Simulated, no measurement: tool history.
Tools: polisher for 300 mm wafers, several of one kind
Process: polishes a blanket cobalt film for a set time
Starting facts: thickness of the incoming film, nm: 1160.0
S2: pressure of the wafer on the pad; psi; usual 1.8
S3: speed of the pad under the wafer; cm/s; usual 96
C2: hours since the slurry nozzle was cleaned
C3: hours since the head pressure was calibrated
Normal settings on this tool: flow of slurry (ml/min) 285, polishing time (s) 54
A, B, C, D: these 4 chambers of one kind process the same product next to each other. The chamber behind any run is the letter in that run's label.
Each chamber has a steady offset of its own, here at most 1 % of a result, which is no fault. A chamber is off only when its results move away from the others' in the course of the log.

At hour 6.5: chamber C: worn pad replaced by a new one.
Run 1B, hour 9.1: usual settings; wafers polished on this pad 658; C2 266.4; C3 985.9. Result: film removed (nm) 223.63.
At hour 15.9: chamber D: worn pad replaced by a new one.
Run 2A, hour 18.5: usual settings; wafers polished on this pad 529; C2 428.0; C3 1000.9. Result: film removed (nm) 226.22.
Run 3D, hour 23.5: usual settings; wafers polished on this pad 112; C2 75.7; C3 398.9. Result: film removed (nm) 229.55.
At hour 27.9: chamber B: worn pad replaced by a new one.
Run 4C, hour 29.4: usual settings; wafers polished on this pad 338; C2 327.6; C3 219.6. Result: film removed (nm) 225.58.
Run 5C, hour 36.5: usual settings; wafers polished on this pad 443; C2 334.7; C3 226.7. Result: film removed (nm) 224.63.
At hour 36.6: chamber D: head pressure recalibrated.
At hour 43.5: chamber A: worn pad replaced by a new one.
Run 6A, hour 47.4: usual settings; wafers polished on this pad 58; C2 456.9; C3 1029.8. Result: film removed (nm) 225.94.
Run 7B, hour 58.1: usual settings; wafers polished on this pad 445; C2 315.4; C3 1034.9. Result: film removed (nm) 226.18.
Run 8D, hour 65.4: usual settings; wafers polished on this pad 730; C2 117.6; C3 28.8. Result: film removed (nm) 224.99.
Run 9C, hour 76.5: usual settings; wafers polished on this pad 1033; C2 374.7; C3 266.7. Result: film removed (nm) 226.77.
At hour 77.8: chamber B: worn pad replaced by a new one.
At hour 81.9: chamber D: worn pad replaced by a new one.
Run 10A, hour 82.5: usual settings; wafers polished on this pad 576; C2 492.0; C3 1064.9. Result: film removed (nm) 226.75.
At hour 84.1: chamber A: head pressure recalibrated.
At hour 84.8: chamber C: worn pad replaced by a new one.
At hour 85.5: chamber B: head pressure recalibrated.
Run 11B, hour 91.3: usual settings; wafers polished on this pad 199; C2 348.6; C3 5.8. Result: film removed (nm) 230.42.
Run 12D, hour 98.0: usual settings; wafers polished on this pad 238; C2 150.2; C3 61.4. Result: film removed (nm) 224.27.
At hour 98.6: chamber A: worn pad replaced by a new one.
Run 13C, hour 107.4: usual settings; wafers polished on this pad 334; C2 405.6; C3 297.6. Result: film removed (nm) 224.86.
Run 14B, hour 118.2: usual settings; wafers polished on this pad 596; C2 375.5; C3 32.7. Result: film removed (nm) 224.60.
Run 15A, hour 128.6: usual settings but S3 118 cm/s, polishing time (s) 67; wafers polished on this pad 442; C2 538.1; C3 44.6. Result: film removed (nm) 350.47.
At hour 135.7: chamber B: worn pad replaced by a new one.
Run 16D, hour 138.0: usual settings but S3 118 cm/s, polishing time (s) 67; wafers polished on this pad 827; C2 190.2; C3 101.4. Result: film removed (nm) 335.89.
Run 17C, hour 146.0: usual settings but S3 118 cm/s, polishing time (s) 67; wafers polished on this pad 903; C2 444.2; C3 336.2. Result: film removed (nm) 345.01.
At hour 147.4: chamber D: worn pad replaced by a new one.
Run 18A, hour 152.8: usual settings but S3 118 cm/s, polishing time (s) 67; wafers polished on this pad 799; C2 562.3; C3 68.8. Result: film removed (nm) 342.47.
Run 19B, hour 159.8: usual settings; wafers polished on this pad 355; C2 417.1; C3 74.3. Result: film removed (nm) 223.88.
At hour 160.1: chamber A: worn pad replaced by a new one.
At hour 164.0: chamber C: worn pad replaced by a new one.
At hour 168.7: chamber B: slurry nozzle cleaned.
Run 20D, hour 170.0: usual settings; wafers polished on this pad 333; C2 222.2; C3 133.4. Result: film removed (nm) 224.67.
Run 21C, hour 179.7: usual settings; wafers polished on this pad 232; C2 477.9; C3 369.9. Result: film removed (nm) 228.71.
Run 22A, hour 185.0: usual settings; wafers polished on this pad 367; C2 594.5; C3 101.0. Result: film removed (nm) 226.15.
At hour 190.1: chamber B: worn pad replaced by a new one.
Run 23B, hour 192.6: usual settings; wafers polished on this pad 37; C2 24.0; C3 107.1. Result: film removed (nm) 229.08.
At hour 199.3: chamber D: worn pad replaced by a new one.
Run 24D, hour 202.5: usual settings but flow of slurry (ml/min) 240, S2 2.3 psi; wafers polished on this pad 47; C2 254.7; C3 165.9. Result: film removed (nm) 281.69.
Run 25D, hour 211.6: usual settings but flow of slurry (ml/min) 240, S2 2.3 psi; wafers polished on this pad 182; C2 263.8; C3 175.0. Result: film removed (nm) 278.89.
Run 26C, hour 216.8: usual settings but flow of slurry (ml/min) 240, S2 2.3 psi; wafers polished on this pad 779; C2 515.0; C3 407.0. Result: film removed (nm) 281.70.
Run 27A, hour 224.0: usual settings but flow of slurry (ml/min) 240, S2 2.3 psi; wafers polished on this pad 942; C2 633.5; C3 140.0. Result: film removed (nm) 282.83.
At hour 226.7: chamber A: worn pad replaced by a new one.
Run 28B, hour 235.0: usual settings; wafers polished on this pad 662; C2 66.4; C3 149.5. Result: film removed (nm) 225.64.
At hour 242.9: chamber C: slurry nozzle cleaned.
At hour 244.7: chamber C: worn pad replaced by a new one.
Run 29C, hour 245.5: usual settings; wafers polished on this pad 12; C2 2.7; C3 435.7. Result: film removed (nm) 227.82.
Run 30A, hour 252.3: usual settings; wafers polished on this pad 378; C2 661.8; C3 168.3. Result: film removed (nm) 225.46.
At hour 254.9: chamber B: worn pad replaced by a new one.
At hour 259.7: chamber D: worn pad replaced by a new one.
Run 31B, hour 262.2: usual settings; wafers polished on this pad 108; C2 93.6; C3 176.7. Result: film removed (nm) 225.71.
Run 32D, hour 272.9: usual settings but polishing time (s) 46; wafers polished on this pad 195; C2 325.1; C3 236.3. Result: film removed (nm) 188.23.
Run 33C, hour 278.5: usual settings but polishing time (s) 46; wafers polished on this pad 499; C2 35.7; C3 468.7. Result: film removed (nm) 191.97.
Run 34D, hour 289.5: usual settings but polishing time (s) 46; wafers polished on this pad 440; C2 341.7; C3 252.9. Result: film removed (nm) 192.50.

What goes on in this fleet: one chamber off, a drifting gauge, or nothing beyond the chambers' own small offsets? Name the chamber and the cause, if any.

Beyond each chamber's small constant offset nothing stands out, and the gauge stays steady.
